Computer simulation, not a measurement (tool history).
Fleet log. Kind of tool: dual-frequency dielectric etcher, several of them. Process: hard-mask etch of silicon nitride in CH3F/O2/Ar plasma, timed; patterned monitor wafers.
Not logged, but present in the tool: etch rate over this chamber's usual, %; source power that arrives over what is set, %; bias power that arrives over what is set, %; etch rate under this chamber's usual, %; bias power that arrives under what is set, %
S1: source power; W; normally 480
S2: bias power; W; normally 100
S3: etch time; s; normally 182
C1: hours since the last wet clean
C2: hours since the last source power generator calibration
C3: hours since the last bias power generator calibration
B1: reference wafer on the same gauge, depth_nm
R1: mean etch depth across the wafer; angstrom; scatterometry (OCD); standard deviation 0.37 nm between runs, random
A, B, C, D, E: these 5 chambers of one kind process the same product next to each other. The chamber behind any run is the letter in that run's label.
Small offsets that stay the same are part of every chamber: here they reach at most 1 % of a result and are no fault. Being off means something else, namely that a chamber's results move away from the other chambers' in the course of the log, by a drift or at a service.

Run 1E, hour 3.5: usual settings; C1 56.9; C2 817.5; C3 1482.9; B1 126.99. Result: R1 1530.4 angstrom.
Run 2B, hour 6.7: usual settings; C1 245; C2 1871.9; C3 3042.8; B1 127.02. Result: R1 1544.2 angstrom.
Run 3C, hour 9.4: usual settings; C1 485.8; C2 1130.6; C3 2884.3; B1 126.98. Result: R1 1542.5 angstrom.
Run 4D, hour 11.7: usual settings; C1 387.4; C2 2370.1; C3 66.9; B1 126.98. Result: R1 1524.6 angstrom.
Run 5A, hour 13.9: usual settings but S1 540 W, S3 221 s; C1 474.9; C2 1427.3; C3 590.5; B1 127. Result: R1 1928.6 angstrom.
Run 6E, hour 15.9: usual settings but S1 540 W, S3 221 s; C1 69.3; C2 829.9; C3 1495.3; B1 127.01. Result: R1 1953.4 angstrom.
Run 7C, hour 18: usual settings but S1 540 W, S3 221 s; C1 494.4; C2 1139.2; C3 2892.9; B1 126.98. Result: R1 1956.5 angstrom.
Run 8A, hour 21.6: usual settings but S1 540 W, S3 221 s; C1 482.6; C2 1435; C3 598.2; B1 127.01. Result: R1 1945.1 angstrom.
Run 9B, hour 26.2: usual settings but S1 540 W, S3 221 s; C1 264.5; C2 1891.4; C3 3062.3; B1 126.91. Result: R1 1967.7 angstrom.
Run 10D, hour 29.3: usual settings; C1 405; C2 2387.7; C3 84.5; B1 126.99. Result: R1 1524.4 angstrom.
Run 11D, hour 31.8: usual settings; C1 407.5; C2 2390.2; C3 87; B1 126.9. Result: R1 1526.8 angstrom.
Run 12C, hour 33.9: usual settings; C1 510.3; C2 1155.1; C3 2908.8; B1 127.02. Result: R1 1540 angstrom.
Run 13A, hour 37.1: usual settings; C1 498.1; C2 1450.5; C3 613.7; B1 127.04. Result: R1 1524.4 angstrom.
At hour 40.9: chamber A: wet clean of the chamber.
Run 14E, hour 40.9: usual settings; C1 94.3; C2 854.9; C3 1520.3; B1 127.1. Result: R1 1539.3 angstrom.
Run 15B, hour 43: usual settings; C1 281.3; C2 1908.2; C3 3079.1; B1 126.97. Result: R1 1540.3 angstrom.
Run 16A, hour 45.6: usual settings; C1 4.8; C2 1459; C3 622.2; B1 126.97. Result: R1 1567.7 angstrom.
Run 17D, hour 48.9: usual settings; C1 424.6; C2 2407.3; C3 104.1; B1 127.03. Result: R1 1525.7 angstrom.
Run 18B, hour 51.6: usual settings; C1 289.9; C2 1916.8; C3 3087.7; B1 127.01. Result: R1 1540.9 angstrom.
Run 19C, hour 54.3: usual settings; C1 530.7; C2 1175.5; C3 2929.2; B1 127.06. Result: R1 1537.7 angstrom.
Run 20E, hour 56.6: usual settings; C1 110; C2 870.6; C3 1536; B1 126.92. Result: R1 1530.7 angstrom.
Run 21B, hour 60.7: usual settings; C1 299; C2 1925.9; C3 3096.8; B1 126.99. Result: R1 1543.3 angstrom.
Run 22D, hour 63.8: usual settings; C1 439.5; C2 2422.2; C3 119; B1 126.92. Result: R1 1526.7 angstrom.
Run 23C, hour 66.5: usual settings; C1 542.9; C2 1187.7; C3 2941.4; B1 126.94. Result: R1 1535.7 angstrom.
Run 24E, hour 69.6: usual settings; C1 123; C2 883.6; C3 1549; B1 126.93. Result: R1 1538.7 angstrom.
Run 25A, hour 73.8: usual settings; C1 33; C2 1487.2; C3 650.4; B1 127.01. Result: R1 1577.6 angstrom.
Run 26C, hour 78.3: usual settings; C1 554.7; C2 1199.5; C3 2953.2; B1 127.01. Result: R1 1540 angstrom.
At hour 81.4: chamber B: wet clean of the chamber.
Run 27B, hour 82: usual settings; C1 0.6; C2 1947.2; C3 3118.1; B1 126.97. Result: R1 1536.6 angstrom.
Run 28A, hour 85.8: usual settings; C1 45; C2 1499.2; C3 662.4; B1 127.02. Result: R1 1571.8 angstrom.
Run 29E, hour 88.9: usual settings but S1 600 W, S2 84 W; C1 142.3; C2 902.9; C3 1568.3; B1 126.96. Result: R1 1578 angstrom.
At hour 91.5: chamber C: wet clean of the chamber.
Run 30D, hour 91.7: usual settings but S1 600 W, S2 84 W; C1 467.4; C2 2450.1; C3 146.9; B1 127. Result: R1 1554.9 angstrom.
Run 31D, hour 95.8: usual settings but S1 600 W, S2 84 W; C1 471.5; C2 2454.2; C3 151; B1 126.98. Result: R1 1555.5 angstrom.
At hour 100.3: chamber D: source power generator calibrated.
Run 32E, hour 100.3: usual settings but S1 600 W, S2 84 W; C1 153.7; C2 914.3; C3 1579.7; B1 127.07. Result: R1 1572 angstrom.
At hour 100.7: chamber B: bias power generator calibrated.
At hour 103.1: chamber D: wet clean of the chamber.
Run 33C, hour 104.5: usual settings but S1 600 W, S2 84 W; C1 13.1; C2 1225.7; C3 2979.4; B1 126.96. Result: R1 1582.4 angstrom.
Run 34A, hour 107.1: usual settings; C1 66.3; C2 1520.5; C3 683.7; B1 126.99. Result: R1 1574.8 angstrom.
Run 35B, hour 111: usual settings; C1 29.6; C2 1976.2; C3 10.3; B1 127.04. Result: R1 1538.6 angstrom.
Run 36B, hour 114: usual settings but S1 380 W, S2 90 W; C1 32.6; C2 1979.2; C3 13.3; B1 127.02. Result: R1 1364.6 angstrom.
Run 37D, hour 117.9: usual settings but S1 380 W, S2 90 W; C1 14.8; C2 17.7; C3 173.1; B1 127.01. Result: R1 1347.8 angstrom.

Is one chamber out of step, is the gauge drifting, or do the chambers differ by no more than their own small offsets? For an off chamber, give its letter and the likeliest cause.

Chamber A came out of a service off from its peers and stayed that way.
Likeliest cause: etch rate over this chamber's usual, % = 3.11.

Below are 4 candidate recipes for chamber A's next run, each the usual settings with a change, their results shown as question marks. Which of them brings A's results back in line with what the other chambers give on the usual settings?
In-line tolerance around the mean of the other chambers on the usual settings: R1 13 angstrom
Run 38A-1, hour 121.2: usual settings but S3 175 s. Result: R1 ?.
Run 38A-2, hour 121.2: usual settings but S2 99 W, S3 178.5 s. Result: R1 ?.
Run 38A-3, hour 121.2: usual settings but S2 101 W, S3 188.5 s. Result: R1 ?.
Run 38A-4, hour 121.2: usual settings but S2 101 W, S3 185.5 s. Result: R1 ?.

What the other chambers average on the usual settings: R1 1536.3 angstrom
  run      R1
38A-1  1513.2
38A-2  1537.8
38A-3    1636
38A-4  1609.9
It is 38A-2 that realigns the chamber with its peers.

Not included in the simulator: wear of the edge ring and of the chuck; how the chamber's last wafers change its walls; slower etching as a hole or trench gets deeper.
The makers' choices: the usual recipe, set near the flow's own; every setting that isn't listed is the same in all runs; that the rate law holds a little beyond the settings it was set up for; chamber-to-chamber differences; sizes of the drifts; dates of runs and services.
